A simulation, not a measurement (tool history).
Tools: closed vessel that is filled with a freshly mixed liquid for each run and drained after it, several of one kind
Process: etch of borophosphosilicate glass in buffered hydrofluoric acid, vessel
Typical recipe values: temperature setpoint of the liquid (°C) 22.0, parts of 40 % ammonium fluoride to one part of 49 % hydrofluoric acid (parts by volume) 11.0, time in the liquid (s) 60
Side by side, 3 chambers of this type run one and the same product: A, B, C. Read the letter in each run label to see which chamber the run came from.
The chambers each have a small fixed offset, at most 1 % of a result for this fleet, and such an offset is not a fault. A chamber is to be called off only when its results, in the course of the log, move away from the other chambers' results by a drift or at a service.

| run | hour | temperature setpoint of the liquid (°C) | parts of 40 % ammonium fluoride to one part of 49 % hydrofluoric acid (parts by volume) | time in the liquid (s) | hours since the thermometer was replaced | hours since the hydrofluoric acid flow meter was replaced | read-back film thickness of the borophosphosilicate glass reference wafer, read on the same gauge (nm) | thickness taken off the borophosphosilicate glass on a monitor wafer (angstrom) |
|---|---|---|---|---|---|---|---|---|
| 1B | 14.2 | 22.0 | 11.0 | 60 | 826.7 | 846.8 | 60.000 | 920.83 |
| 2A | 21.5 | 22.0 | 11.0 | 60 | 264.6 | 824.0 | 59.970 | 944.65 |
| 3C | 31.3 | 22.0 | 11.0 | 60 | 1651.2 | 916.1 | 59.997 | 941.88 |
| 4C | 41.7 | 22.0 | 11.0 | 60 | 1661.6 | 926.5 | 60.004 | 935.54 |
| 5B | 54.4 | 22.0 | 11.0 | 60 | 866.9 | 887.0 | 60.012 | 930.90 |
| 6A | 64.9 | 19.5 | 11.0 | 75 | 308.0 | 867.4 | 59.989 | 1022.40 |
| 7A | 74.6 | 19.5 | 11.0 | 75 | 317.7 | 877.1 | 60.017 | 1027.10 |
| 8B | 88.9 | 19.5 | 11.0 | 75 | 901.4 | 921.5 | 60.009 | 1010.40 |
| 9C | 101.4 | 22.0 | 11.0 | 60 | 1721.3 | 986.2 | 59.997 | 935.60 |
|  | 108.5 | chamber B: thermometer replaced |
| 10B | 111.0 | 22.0 | 11.0 | 60 | 2.6 | 943.6 | 60.000 | 931.93 |
| 11C | 120.2 | 22.0 | 12.5 | 60 | 1740.1 | 1005.0 | 60.021 | 822.68 |
| 12A | 128.7 | 22.0 | 12.5 | 60 | 371.8 | 931.2 | 59.985 | 841.98 |
| 13A | 140.8 | 22.0 | 12.5 | 60 | 383.9 | 943.3 | 59.971 | 848.31 |
| 14C | 148.3 | 22.0 | 11.0 | 60 | 1768.2 | 1033.1 | 60.045 | 935.53 |
|  | 158.0 | chamber C: thermometer replaced |
| 15B | 161.9 | 22.0 | 11.0 | 60 | 53.5 | 994.5 | 60.002 | 918.73 |
| 16B | 176.8 | 22.0 | 11.0 | 60 | 68.4 | 1009.4 | 59.977 | 927.64 |
| 17C | 186.0 | 22.0 | 11.0 | 60 | 28.1 | 1070.8 | 60.012 | 939.58 |
| 18A | 193.3 | 22.0 | 11.0 | 60 | 436.4 | 995.8 | 60.007 | 963.76 |
| 19C | 208.5 | 22.0 | 11.0 | 60 | 50.6 | 1093.3 | 59.987 | 954.45 |
| 20B | 223.7 | 22.0 | 11.0 | 60 | 115.3 | 1056.3 | 59.997 | 918.06 |
| 21A | 238.6 | 22.0 | 11.0 | 60 | 481.7 | 1041.1 | 59.998 | 988.04 |
| 22B | 253.4 | 22.0 | 11.0 | 60 | 145.0 | 1086.0 | 60.024 | 933.11 |
| 23A | 261.6 | 22.0 | 11.0 | 60 | 504.7 | 1064.1 | 59.953 | 991.45 |
| 24C | 273.1 | 22.0 | 11.0 | 60 | 115.2 | 1157.9 | 60.037 | 924.10 |
| 25A | 287.6 | 22.0 | 11.0 | 60 | 530.7 | 1090.1 | 59.998 | 995.84 |
| 26B | 298.5 | 24.0 | 11.0 | 95 | 190.1 | 1131.1 | 60.005 | 1643.30 |
|  | 303.8 | chamber A: hydrofluoric acid flow meter replaced |
| 27C | 310.6 | 24.0 | 11.0 | 95 | 152.7 | 1195.4 | 59.987 | 1639.00 |
| 28C | 318.8 | 24.0 | 11.0 | 95 | 160.9 | 1203.6 | 59.959 | 1649.50 |
| 29A | 327.2 | 22.0 | 11.0 | 60 | 570.3 | 23.4 | 59.981 | 1022.60 |
| 30B | 341.0 | 22.0 | 11.0 | 60 | 232.6 | 1173.6 | 59.985 | 927.88 |
| 31C | 352.1 | 22.0 | 11.0 | 60 | 194.2 | 1236.9 | 60.044 | 929.66 |
| 32A | 362.0 | 22.0 | 11.0 | 60 | 605.1 | 58.2 | 59.925 | 1013.90 |
| 33B | 370.8 | 22.0 | 11.0 | 80 | 262.4 | 1203.4 | 60.040 | 1239.90 |
| 34C | 382.9 | 22.0 | 11.0 | 80 | 225.0 | 1267.7 | 59.978 | 1246.10 |
| 35B | 395.9 | 22.0 | 11.0 | 80 | 287.5 | 1228.5 | 60.028 | 1234.00 |
| 36A | 402.9 | 22.0 | 11.0 | 60 | 646.0 | 99.1 | 60.033 | 1029.70 |
| 37A | 418.3 | 22.0 | 11.0 | 60 | 661.4 | 114.5 | 60.011 | 1042.60 |
| 38C | 426.8 | 22.0 | 11.0 | 60 | 268.9 | 1311.6 | 59.966 | 936.28 |
| 39B | 441.0 | 22.0 | 11.0 | 60 | 332.6 | 1273.6 | 60.062 | 919.54 |
| 40A | 456.5 | 22.0 | 11.0 | 60 | 699.6 | 152.7 | 60.016 | 1043.30 |
| 41B | 470.4 | 22.0 | 11.0 | 60 | 362.0 | 1303.0 | 60.043 | 917.58 |
| 42C | 484.3 | 22.0 | 11.0 | 60 | 326.4 | 1369.1 | 59.962 | 937.72 |

The same settings go to every chamber for the next run, one line per chamber below. Forecast the results for each:
| 43A | 495.5 | 18.0 | 11.0 | 60 |  |  |  | ? |
| 43B | 495.5 | 18.0 | 11.0 | 60 |  |  |  | ? |
| 43C | 495.5 | 18.0 | 11.0 | 60 |  |  |  | ? |

| run | thickness taken off the borophosphosilicate glass on a monitor wafer (angstrom) |
|---|---|
| 43A | 854.34 |
| 43B | 737.72 |
| 43C | 742.82 |
